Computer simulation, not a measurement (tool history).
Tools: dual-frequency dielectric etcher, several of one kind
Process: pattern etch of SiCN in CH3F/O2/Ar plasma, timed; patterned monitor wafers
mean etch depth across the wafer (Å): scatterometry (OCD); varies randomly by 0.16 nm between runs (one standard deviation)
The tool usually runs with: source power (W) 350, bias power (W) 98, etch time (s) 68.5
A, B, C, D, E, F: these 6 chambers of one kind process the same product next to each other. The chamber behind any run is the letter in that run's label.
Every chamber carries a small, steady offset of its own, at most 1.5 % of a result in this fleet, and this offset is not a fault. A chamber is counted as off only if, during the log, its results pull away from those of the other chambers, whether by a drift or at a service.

| run | hour | source power (W) | bias power (W) | etch time (s) | hours since the last wet clean | hours since the last source power generator calibration | hours since the last bias power generator calibration | read-back reference wafer on the same gauge, depth_nm | mean etch depth across the wafer (Å) |
|---|---|---|---|---|---|---|---|---|---|
| 1D | 6.0 | 350 | 98 | 68.5 | 249.4 | 3105.3 | 1060.2 | 27.913 | 273.08 |
| 2A | 12.8 | 350 | 98 | 68.5 | 400.0 | 87.2 | 2182.2 | 27.912 | 275.37 |
| 3B | 18.0 | 350 | 98 | 68.5 | 193.1 | 945.1 | 3100.3 | 27.891 | 273.31 |
| 4C | 24.6 | 350 | 98 | 68.5 | 346.1 | 123.9 | 2232.0 | 27.905 | 269.90 |
| 5E | 30.2 | 350 | 98 | 68.5 | 105.2 | 2456.5 | 34.2 | 27.908 | 274.11 |
| 6F | 37.9 | 350 | 98 | 68.5 | 400.3 | 3561.4 | 2483.0 | 27.903 | 272.69 |
|  | 46.9 | chamber F: wet clean of the chamber |
| 7A | 46.9 | 380 | 98 | 68.5 | 434.1 | 121.3 | 2216.3 | 27.891 | 286.29 |
| 8C | 52.1 | 380 | 98 | 68.5 | 373.6 | 151.4 | 2259.5 | 27.874 | 280.01 |
| 9E | 60.3 | 380 | 98 | 68.5 | 135.3 | 2486.6 | 64.3 | 27.885 | 285.69 |
| 10F | 65.9 | 380 | 98 | 68.5 | 19.1 | 3589.4 | 2511.0 | 27.911 | 277.10 |
| 11D | 73.1 | 380 | 98 | 68.5 | 316.5 | 3172.4 | 1127.3 | 27.902 | 280.44 |
|  | 76.2 | chamber C: wet clean of the chamber |
| 12B | 80.4 | 380 | 98 | 68.5 | 255.5 | 1007.5 | 3162.7 | 27.910 | 277.65 |
| 13D | 84.7 | 350 | 98 | 68.5 | 328.1 | 3184.0 | 1138.9 | 27.932 | 274.11 |
| 14A | 94.1 | 350 | 98 | 68.5 | 481.3 | 168.5 | 2263.5 | 27.903 | 278.07 |
| 15E | 99.3 | 350 | 98 | 68.5 | 174.3 | 2525.6 | 103.3 | 27.868 | 275.38 |
| 16F | 107.1 | 400 | 108 | 68.5 | 60.3 | 3630.6 | 2552.2 | 27.908 | 293.63 |
| 17B | 112.7 | 400 | 108 | 68.5 | 287.8 | 1039.8 | 3195.0 | 27.879 | 296.97 |
| 18C | 120.8 | 400 | 108 | 68.5 | 44.6 | 220.1 | 2328.2 | 27.932 | 294.78 |
|  | 124.5 | chamber A: wet clean of the chamber |
| 19A | 125.1 | 400 | 108 | 68.5 | 0.6 | 199.5 | 2294.5 | 27.913 | 307.23 |
| 20B | 132.5 | 400 | 108 | 68.5 | 307.6 | 1059.6 | 3214.8 | 27.892 | 298.95 |
| 21C | 141.3 | 400 | 108 | 68.5 | 65.1 | 240.6 | 2348.7 | 27.864 | 292.68 |
| 22E | 146.0 | 350 | 98 | 68.5 | 221.0 | 2572.3 | 150.0 | 27.912 | 274.81 |
| 23F | 154.2 | 350 | 98 | 68.5 | 107.4 | 3677.7 | 2599.3 | 27.904 | 269.89 |
| 24D | 161.3 | 310 | 98 | 59.5 | 404.7 | 3260.6 | 1215.5 | 27.905 | 226.74 |
| 25C | 170.6 | 310 | 98 | 59.5 | 94.4 | 269.9 | 2378.0 | 27.916 | 227.10 |
| 26A | 180.0 | 310 | 98 | 59.5 | 55.5 | 254.4 | 2349.4 | 27.909 | 238.63 |
| 27F | 189.0 | 310 | 98 | 59.5 | 142.2 | 3712.5 | 2634.1 | 27.889 | 225.49 |
| 28B | 197.7 | 310 | 98 | 59.5 | 372.8 | 1124.8 | 3280.0 | 27.901 | 224.13 |
| 29D | 206.6 | 310 | 98 | 59.5 | 450.0 | 3305.9 | 1260.8 | 27.931 | 227.64 |
| 30E | 211.2 | 350 | 98 | 68.5 | 286.2 | 2637.5 | 215.2 | 27.862 | 275.64 |
| 31D | 218.3 | 350 | 98 | 68.5 | 461.7 | 3317.6 | 1272.5 | 27.906 | 273.93 |
| 32E | 222.4 | 350 | 98 | 83.0 | 297.4 | 2648.7 | 226.4 | 27.937 | 334.93 |
| 33A | 230.1 | 350 | 98 | 83.0 | 105.6 | 304.5 | 2399.5 | 27.881 | 344.48 |
| 34F | 237.3 | 350 | 98 | 83.0 | 190.5 | 3760.8 | 2682.4 | 27.884 | 324.46 |
| 35C | 243.3 | 350 | 98 | 83.0 | 167.1 | 342.6 | 2450.7 | 27.932 | 327.65 |
| 36B | 249.1 | 350 | 98 | 83.0 | 424.2 | 1176.2 | 3331.4 | 27.907 | 327.60 |

Does one chamber stand apart from the rest, does the shared gauge drift, or is all well apart from small per-chamber offsets? Give the chamber and the most likely cause, where there is one.

Chamber A came out of a service off from its peers and stayed that way.
Most likely cause: etch rate over this chamber's usual, % = 3.6.

Which of the 4 candidates below, each the usual settings with something changed and its results left as question marks, puts chamber A back in line with what the other chambers give on the usual settings?
In line here means within this much of the mean the other chambers give on the usual settings: mean etch depth across the wafer (Å) 5.60
| 37A-1 | 255.8 | 350 | 97 | 65.5 |  |  |  |  | ? |
| 37A-2 | 255.8 | 350 | 127 | 68.5 |  |  |  |  | ? |
| 37A-3 | 255.8 | 350 | 98 | 72.0 |  |  |  |  | ? |
| 37A-4 | 255.8 | 340 | 96 | 62.5 |  |  |  |  | ? |

Average result of the remaining chambers running the usual settings: mean etch depth across the wafer (Å) 272.44
| run | mean etch depth across the wafer (Å) |
|---|---|
| 37A-1 | 273.12 |
| 37A-2 | 317.32 |
| 37A-3 | 301.40 |
| 37A-4 | 256.82 |
37A-1 is the one that brings the chamber's results back in line with the other chambers.
